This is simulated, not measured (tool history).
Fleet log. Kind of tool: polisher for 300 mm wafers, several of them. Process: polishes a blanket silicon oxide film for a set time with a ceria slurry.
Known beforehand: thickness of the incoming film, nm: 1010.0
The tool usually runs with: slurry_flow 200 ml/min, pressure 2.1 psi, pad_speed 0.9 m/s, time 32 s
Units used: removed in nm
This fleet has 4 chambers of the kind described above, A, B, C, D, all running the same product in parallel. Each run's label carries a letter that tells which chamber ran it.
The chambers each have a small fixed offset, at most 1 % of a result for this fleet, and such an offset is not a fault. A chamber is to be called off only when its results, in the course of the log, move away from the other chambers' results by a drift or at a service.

Run 1D, day 0.379: usual settings. Result: removed 76.336 nm.
At day 0.446: chamber B: worn pad replaced by a new one.
At day 0.462: chamber C: worn pad replaced by a new one.
At day 0.612: chamber A: slurry nozzle cleaned.
At day 0.667: chamber D: worn pad replaced by a new one.
Run 2A, day 0.75: usual settings. Result: removed 76.596 nm.
Run 3B, day 1.096: usual settings. Result: removed 78.024 nm.
Run 4C, day 1.462: usual settings. Result: removed 77.547 nm.
At day 1.725: chamber A: worn pad replaced by a new one.
Run 5A, day 2.029: usual settings. Result: removed 76.18 nm.
At day 2.238: chamber C: slurry nozzle cleaned.
Run 6B, day 2.362: usual settings but slurry_flow 135 ml/min, time 23 s. Result: removed 51.548 nm.
At day 2.404: chamber B: slurry nozzle cleaned.
Run 7C, day 2.817: usual settings but slurry_flow 135 ml/min, time 23 s. Result: removed 52.044 nm.
Run 8D, day 3.292: usual settings but slurry_flow 135 ml/min, time 23 s. Result: removed 51.85 nm.
At day 3.471: chamber C: worn pad replaced by a new one.
Run 9B, day 3.904: usual settings but slurry_flow 135 ml/min, time 23 s. Result: removed 51.665 nm.
At day 4.279: chamber D: worn pad replaced by a new one.
Run 10C, day 4.5: usual settings. Result: removed 77.447 nm.
At day 4.679: chamber B: worn pad replaced by a new one.
Run 11A, day 4.846: usual settings. Result: removed 77.261 nm.
Run 12D, day 5.233: usual settings but slurry_flow 240 ml/min. Result: removed 78.147 nm.
At day 5.654: chamber A: worn pad replaced by a new one.
Run 13B, day 5.788: usual settings but slurry_flow 240 ml/min. Result: removed 78.787 nm.
Run 14C, day 6.275: usual settings but slurry_flow 240 ml/min. Result: removed 77.301 nm.
At day 6.567: chamber C: worn pad replaced by a new one.
Run 15A, day 6.871: usual settings but slurry_flow 240 ml/min. Result: removed 77.762 nm.
At day 6.938: chamber D: slurry nozzle cleaned.
Run 16D, day 7.454: usual settings. Result: removed 77.631 nm.
At day 7.512: chamber D: worn pad replaced by a new one.
Run 17D, day 7.95: usual settings. Result: removed 78.011 nm.
Run 18C, day 8.229: usual settings. Result: removed 76.763 nm.
At day 8.45: chamber B: worn pad replaced by a new one.
Run 19B, day 8.679: usual settings but pad_speed 1.2 m/s, time 26 s. Result: removed 83.478 nm.
Run 20A, day 9.071: usual settings but pad_speed 1.2 m/s, time 26 s. Result: removed 81.998 nm.
Run 21A, day 9.346: usual settings but pad_speed 1.2 m/s, time 26 s. Result: removed 80.638 nm.
At day 9.508: chamber A: worn pad replaced by a new one.
Run 22D, day 9.85: usual settings but pad_speed 1.2 m/s, time 26 s. Result: removed 84.967 nm.
At day 9.929: chamber C: worn pad replaced by a new one.
Run 23B, day 10.338: usual settings. Result: removed 74.895 nm.
At day 10.562: chamber D: worn pad replaced by a new one.
Run 24C, day 10.779: usual settings. Result: removed 77.669 nm.
At day 10.929: chamber C: head pressure recalibrated.
At day 11: chamber B: head pressure recalibrated.
Run 25B, day 11.271: usual settings. Result: removed 76.983 nm.
Run 26D, day 11.708: usual settings. Result: removed 77.461 nm.
Run 27C, day 12.067: usual settings. Result: removed 76.162 nm.
Run 28A, day 12.479: usual settings. Result: removed 72.749 nm.
At day 12.671: chamber B: worn pad replaced by a new one.
Run 29B, day 13.062: usual settings. Result: removed 76.774 nm.
At day 13.442: chamber A: worn pad replaced by a new one.
At day 13.592: chamber D: worn pad replaced by a new one.
Run 30C, day 13.617: usual settings. Result: removed 76.338 nm.
At day 13.871: chamber C: worn pad replaced by a new one.
Run 31A, day 13.908: usual settings. Result: removed 72.662 nm.
Run 32D, day 14.396: usual settings. Result: removed 76.958 nm.
Run 33A, day 14.967: usual settings. Result: removed 71.163 nm.
Run 34B, day 15.254: usual settings. Result: removed 75.485 nm.
Run 35C, day 15.633: usual settings. Result: removed 77.461 nm.
At day 16.133: chamber B: worn pad replaced by a new one.
Run 36D, day 16.146: usual settings. Result: removed 75.462 nm.
Run 37A, day 16.521: usual settings. Result: removed 69.715 nm.
Run 38B, day 16.858: usual settings. Result: removed 76.972 nm.
Run 39C, day 17.275: usual settings. Result: removed 76.621 nm.
At day 17.542: chamber D: worn pad replaced by a new one.
Run 40D, day 17.583: usual settings. Result: removed 77.68 nm.

Is one chamber off against the others, does the gauge drift, or is nothing wrong? If a chamber is off, say which, and what the likeliest cause is.

Little by little, chamber A moves away from the other chambers.
What lies behind it: head's pressure below its setpoint, % = 10.3.

Chamber A could run next with any of the 4 candidate recipes listed below; each alters the usual settings, and their results appear as question marks. Which one brings its results back in line with what the other chambers deliver on the usual settings?
To be in line, a result may differ from the other chambers' mean on the usual settings by at most: removed 2.2 nm
Run 41A-1, day 18.025: usual settings but time 29 s. Result: removed ?.
Run 41A-2, day 18.025: usual settings but pressure 2 psi, pad_speed 0.86 m/s, time 30 s. Result: removed ?.
Run 41A-3, day 18.025: usual settings but pressure 2.2 psi, pad_speed 0.92 m/s, time 33 s. Result: removed ?.
Run 41A-4, day 18.025: usual settings but pressure 2.2 psi, pad_speed 0.96 m/s, time 34 s. Result: removed ?.

Other chambers, usual settings, mean: removed 76.941 nm
  run  removed
41A-1   62.578
41A-2   58.904
41A-3   76.261
41A-4   82.004
It is 41A-3 that realigns the chamber with its peers.

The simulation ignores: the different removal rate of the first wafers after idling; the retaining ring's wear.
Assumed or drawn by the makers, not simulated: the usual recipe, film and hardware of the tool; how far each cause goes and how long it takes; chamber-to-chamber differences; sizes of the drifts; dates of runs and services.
